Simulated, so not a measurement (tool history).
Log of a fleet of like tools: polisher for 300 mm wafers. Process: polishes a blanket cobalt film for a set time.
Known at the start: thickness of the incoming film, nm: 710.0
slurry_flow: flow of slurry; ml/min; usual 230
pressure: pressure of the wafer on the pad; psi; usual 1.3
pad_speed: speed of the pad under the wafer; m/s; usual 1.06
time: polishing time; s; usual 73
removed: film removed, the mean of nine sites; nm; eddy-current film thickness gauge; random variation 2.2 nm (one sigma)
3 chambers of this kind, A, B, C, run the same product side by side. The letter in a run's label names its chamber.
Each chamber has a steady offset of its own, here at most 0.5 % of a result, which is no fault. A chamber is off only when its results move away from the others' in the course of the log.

run   hour  slurry_flow  pressure  pad_speed  time  removed
 1C   16.2          230       1.3       1.06    73   258.03
      19.8  -- chamber B: worn pad replaced by a new one
 2B   24.4          230       1.3       1.06    73   259.38
 3A     40          230       1.3       1.06    73   259.72
      52.1  -- chamber C: worn pad replaced by a new one
 4B   55.6          230       1.3       1.06    73    253.5
 5C   63.3          230       1.3       1.06    82   293.02
      72.6  -- chamber A: slurry nozzle cleaned
 6A   77.4          230       1.3       1.06    82   289.29
 7C   88.1          230       1.3       1.06    82      288
      94.3  -- chamber B: worn pad replaced by a new one
     102.2  -- chamber A: head pressure recalibrated
     103.6  -- chamber C: slurry nozzle cleaned
 8A  103.7          230       1.3       1.06    73   259.89
 9B  117.8          230       1.3       1.06    73   257.51
10A  129.6          230       1.3       1.06    73   262.89
     133.4  -- chamber A: worn pad replaced by a new one
11C  141.4          230       1.3       1.06    73   256.56
12B  157.4          230       1.3       0.94    73   223.71
13B  167.2          230       1.3       0.94    73   227.65
     170.1  -- chamber B: worn pad replaced by a new one
14C  176.5          230       1.3       0.94    73   227.96
     177.5  -- chamber C: worn pad replaced by a new one
15A  186.6          230       1.3       1.06    73   256.52
16B  196.9          230       1.3       1.06    73   253.72
17A  207.2          230       1.3       1.06    73   253.46
18C  220.8          230       1.3       1.06    73   255.09
19A  229.1          230       1.3       1.06    73   259.52
20C  241.8          230       1.3       1.06    73   258.93
     252.5  -- chamber B: worn pad replaced by a new one
21B  256.9          230       1.3       1.06    73   256.73
22B  264.4          230       1.3       1.06    73   256.06
23C  273.6          230       1.3       1.06    73   253.72
     278.8  -- chamber C: worn pad replaced by a new one
24A  281.5          230       1.3       1.06    73   256.83
     285.6  -- chamber A: worn pad replaced by a new one
25A  294.3          200       1.6       1.06    73    308.6
26C  302.7          200       1.6       1.06    73   311.39
27B  315.2          200       1.6       1.06    73   316.44
28B  325.1          230       1.3       1.06    73   258.22
29C  333.6          230       1.3       1.06    73    257.3
     335.2  -- chamber B: slurry nozzle cleaned
     338.2  -- chamber B: worn pad replaced by a new one
30A  346.6          230       1.3       1.06    73   258.36
31C  359.4          230       1.3       1.06    73   258.55
32B  371.5          230       1.3       1.06    73    259.5
33A  386.9          230       1.3       1.06    73      258

Is one chamber off against the others, does the gauge drift, or is nothing wrong? If a chamber is off, say which, and what the likeliest cause is.

No chamber stands off beyond its own small offset, and the gauge holds steady.
